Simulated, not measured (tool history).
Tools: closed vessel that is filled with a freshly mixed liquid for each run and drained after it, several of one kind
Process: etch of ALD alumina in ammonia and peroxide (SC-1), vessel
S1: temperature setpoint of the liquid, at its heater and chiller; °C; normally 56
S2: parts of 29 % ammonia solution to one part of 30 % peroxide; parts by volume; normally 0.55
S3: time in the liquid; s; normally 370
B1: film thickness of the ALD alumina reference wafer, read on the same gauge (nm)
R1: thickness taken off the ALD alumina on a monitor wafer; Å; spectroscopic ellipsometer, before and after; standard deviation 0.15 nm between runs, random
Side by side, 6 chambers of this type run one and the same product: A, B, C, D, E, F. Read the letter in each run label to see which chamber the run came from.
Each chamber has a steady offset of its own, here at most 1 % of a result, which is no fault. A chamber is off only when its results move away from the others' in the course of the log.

run   hour  S1    S2   S3      B1      R1
 1E    6.6  56  0.55  370  109.98  239.61
 2A   16.3  56  0.55  370  109.99  243.41
 3C   21.1  56  0.55  370  110.01  240.12
 4D   30.7  56  0.55  370  110.02  240.82
 5B   41.3  56  0.55  370  109.99  239.35
 6F     46  56  0.55  370  110.01  241.63
      47.8  -- chamber A: new drum of ammonia solution connected
        51  -- chamber F: new drum of ammonia solution connected
 7F   55.9  51  0.55  370  109.99  185.02
 8A   62.6  51  0.55  370  109.98  189.88
 9D   72.3  51  0.55  370  110.02  186.85
10E   78.4  51  0.55  370  109.98  186.82
      83.6  -- chamber F: ammonia flow meter replaced
11C   87.4  51  0.55  370  109.96  182.12
12B   94.5  51  0.55  370  110.01  183.23
13B  103.2  63  0.55  530  110.01  493.92
14D  112.6  63  0.55  530     110  495.88
15F  118.8  63  0.55  530  110.02   499.6
       120  -- chamber B: new drum of ammonia solution connected
16C  127.2  63  0.55  530  109.98  489.83
17A  134.5  63  0.55  530  110.03  500.08
     136.8  -- chamber D: thermometer replaced
18E  141.9  63  0.55  530  110.01  490.85
19E  146.7  56  0.55  370  109.97   242.4
20A  155.2  56  0.55  370  109.98  243.82
     159.4  -- chamber B: ammonia flow meter replaced
21F  161.3  56  0.55  370  109.97  242.81
22C  170.1  56  0.55  370  109.97  241.25
23B  174.8  56  0.55  370     110  240.64
24D  182.4  56  0.55  370  109.96   242.8
25C    187  56  0.55  370  110.03  240.45
     187.1  -- chamber E: new drum of ammonia solution connected
26F  195.6  56  0.55  370  110.01  246.34
27B  202.9  56  0.55  370     110  239.87
28E    208  56  0.55  370  109.97   241.3
29D  217.8  56  0.55  370  110.02  242.23
30A  227.6  56  0.55  370     110  244.89
31D  232.3  56  0.55  370     110  242.86
     236.5  -- chamber F: new drum of ammonia solution connected
32F  240.4  56  0.55  370  110.01  251.93
33B  250.8  56  0.55  370  110.03  240.17
34C  260.9  56  0.55  370  110.02  238.94
35A  270.7  56  0.55  370  110.01  242.72
36E  277.1  56  0.55  370     110  243.62
     277.2  -- chamber C: new drum of ammonia solution connected
37E  283.3  56  0.55  370  110.06   243.7
38C  290.6  56  0.55  370  109.99  241.23

Has any chamber moved away from the others, gradually or after a service, or does the common gauge drift, or do the chambers differ only by their own small steady offsets? State the chamber and the most likely cause if one applies.

Chamber F drifts away from the others.
Most likely cause: liquid hotter than its thermometer reads (K) = 0.858.

Here are 4 candidates for chamber F's next run, each the usual settings with a change, their results left as question marks. Which one brings its results back in line with what the others give on the usual settings?
A result is in line if it is within this distance of the other chambers' mean on the usual settings: R1 5.4 Å
39F-1  298.3    56  0.55  400       ?
39F-2  298.3  55.5  0.55  350       ?
39F-3  298.3  55.5  0.55  360       ?
39F-4  298.3    56  0.55  385       ?

The mean the other chambers reach with the usual settings: R1 241.6 Å
  run      R1
39F-1  274.03
39F-2  233.44
39F-3  240.11
39F-4  263.75
The answer is 39F-3, which returns the chamber to within the allowed miss of the others.
